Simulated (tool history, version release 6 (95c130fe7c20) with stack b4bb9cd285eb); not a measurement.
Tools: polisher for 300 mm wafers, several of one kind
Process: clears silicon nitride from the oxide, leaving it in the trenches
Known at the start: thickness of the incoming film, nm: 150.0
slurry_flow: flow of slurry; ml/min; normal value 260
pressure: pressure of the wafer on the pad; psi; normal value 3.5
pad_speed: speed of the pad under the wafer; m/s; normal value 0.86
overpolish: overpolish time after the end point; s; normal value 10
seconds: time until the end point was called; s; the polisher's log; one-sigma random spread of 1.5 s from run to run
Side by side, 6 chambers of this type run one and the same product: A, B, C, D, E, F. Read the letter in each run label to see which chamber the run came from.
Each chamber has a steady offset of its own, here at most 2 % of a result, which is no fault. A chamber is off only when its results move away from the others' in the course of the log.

run	hour	slurry_flow	pressure	pad_speed	overpolish	wafers polished on this pad	hours since the slurry nozzle was cleaned	hours since the head pressure was calibrated	seconds
# hour 5.5: chamber E: worn pad replaced by a new one
1B	8.4	260	3.5	0.86	10	501	727.6	486.7	175.86
2C	14.3	260	3.5	0.86	10	1021	87.6	384.8	180.44
3F	18.6	260	3.5	0.86	10	461	119.5	662.7	176.27
# hour 24.2: chamber D: worn pad replaced by a new one
4A	24.5	260	3.5	0.86	10	178	178.6	521.4	174.93
# hour 25.6: chamber B: slurry nozzle cleaned
5E	31.1	260	3.5	0.86	10	157	160.4	603.8	175.29
6D	35.7	260	3.5	0.86	10	71	246.4	438.2	174.75
7F	43.5	260	3.5	0.86	10	614	144.4	687.6	177.88
# hour 46.8: chamber F: worn pad replaced by a new one
8A	49.7	260	3.5	0.86	10	332	203.8	546.6	176.22
9B	54.2	260	3.5	0.86	10	783	28.7	532.5	175.51
# hour 57.6: chamber B: worn pad replaced by a new one
10C	61.4	260	3.5	0.86	10	1311	134.7	431.9	180.25
# hour 62.2: chamber D: head pressure recalibrated
11D	68.1	260	4.1	1.1	10	270	278.8	5.9	118.91
12E	76.1	260	4.1	1.1	10	434	205.4	648.8	118.12
13B	82.7	260	4.1	1.1	10	154	57.2	561	115.63
14D	86.7	260	4.1	1.1	10	384	297.4	24.5	116.59
15A	94.1	260	4.1	1.1	10	605	248.2	591	117.29
# hour 96.1: chamber E: worn pad replaced by a new one
16E	100.6	260	4.1	1.1	10	28	229.9	673.3	115.91
# hour 104.1: chamber E: head pressure recalibrated
17C	106.6	260	3.5	0.86	10	1589	179.9	477.1	181.72
18F	110.8	260	3.5	0.86	10	393	211.7	754.9	178.06
19D	118.7	260	4.3	0.86	10	581	329.4	56.5	145.35
20C	124.5	260	4.3	0.86	10	1699	197.8	495	150.31
21A	128.7	260	4.3	0.86	10	818	282.8	625.6	142.03
# hour 132.7: chamber A: head pressure recalibrated
22E	133	260	4.3	0.86	10	227	262.3	28.9	141.66
# hour 133.9: chamber B: head pressure recalibrated
23B	137.4	260	4.3	0.86	10	491	111.9	3.5	142.82
24F	145.4	260	4.3	0.86	10	606	246.3	789.5	144.21
25C	149.5	260	3.5	0.86	10	1853	222.8	520	183.67
26A	157.5	260	3.5	0.86	6	995	311.6	24.8	176.46
# hour 162: chamber F: worn pad replaced by a new one
27E	164.1	260	3.5	0.86	6	418	293.4	60	176.74
# hour 165.7: chamber E: worn pad replaced by a new one
28F	171.5	260	3.5	0.86	6	58	272.4	815.6	178.46
29D	179.7	260	3.5	0.86	6	956	390.4	117.5	176.3
# hour 181.6: chamber B: worn pad replaced by a new one
30B	183.5	260	3.5	0.86	6	11	158	49.6	173.44
31B	191.6	260	3.5	0.86	6	61	166.1	57.7	174.48
32F	195.7	260	3.5	0.86	10	207	296.6	839.8	173.35
# hour 202.6: chamber A: worn pad replaced by a new one
33A	203.4	260	3.5	0.86	10	5	357.5	70.7	175.11
# hour 208.2: chamber D: worn pad replaced by a new one
34E	211.1	260	3.5	0.86	10	279	340.4	107	177.82
35D	218.5	260	3.5	0.86	10	63	429.2	156.3	177.86
36C	223.8	260	3.5	0.86	10	2309	297.1	594.3	190.37
37C	227.4	260	3.5	0.86	10	2332	300.7	597.9	189.24
38E	234.1	260	3.5	0.86	10	421	363.4	130	179.54
39A	239.7	260	3.5	0.86	10	228	393.8	107	176.94

Is one chamber off against the others, does the gauge drift, or is nothing wrong? If a chamber is off, say which, and what the likeliest cause is.

One chamber, C, drifts off from the rest bit by bit.
Cause: removal rate lost through wear of the pad, % = 5.51.
With only this log, it may be confused with: slurry flow missing at the pad, %; head's pressure below its setpoint, %.

Chamber C could run next with any of the 4 candidate recipes listed below; each alters the usual settings, and their results appear as question marks. Which one brings its results back in line with what the other chambers deliver on the usual settings?
To be in line, a result may differ from the other chambers' mean on the usual settings by at most: seconds 5.1 s
40C-1	245.7	260	3.4	0.82	10				?
40C-2	245.7	260	3.5	0.84	10				?
40C-3	245.7	260	3.6	0.86	10				?
40C-4	245.7	260	3.6	0.9	10				?

What the other chambers average on the usual settings: seconds 176.28 s
run	seconds
40C-1	204.36
40C-2	193.85
40C-3	184.13
40C-4	175.98
The right change is 40C-4: it brings the chamber back within the allowed miss of the others.
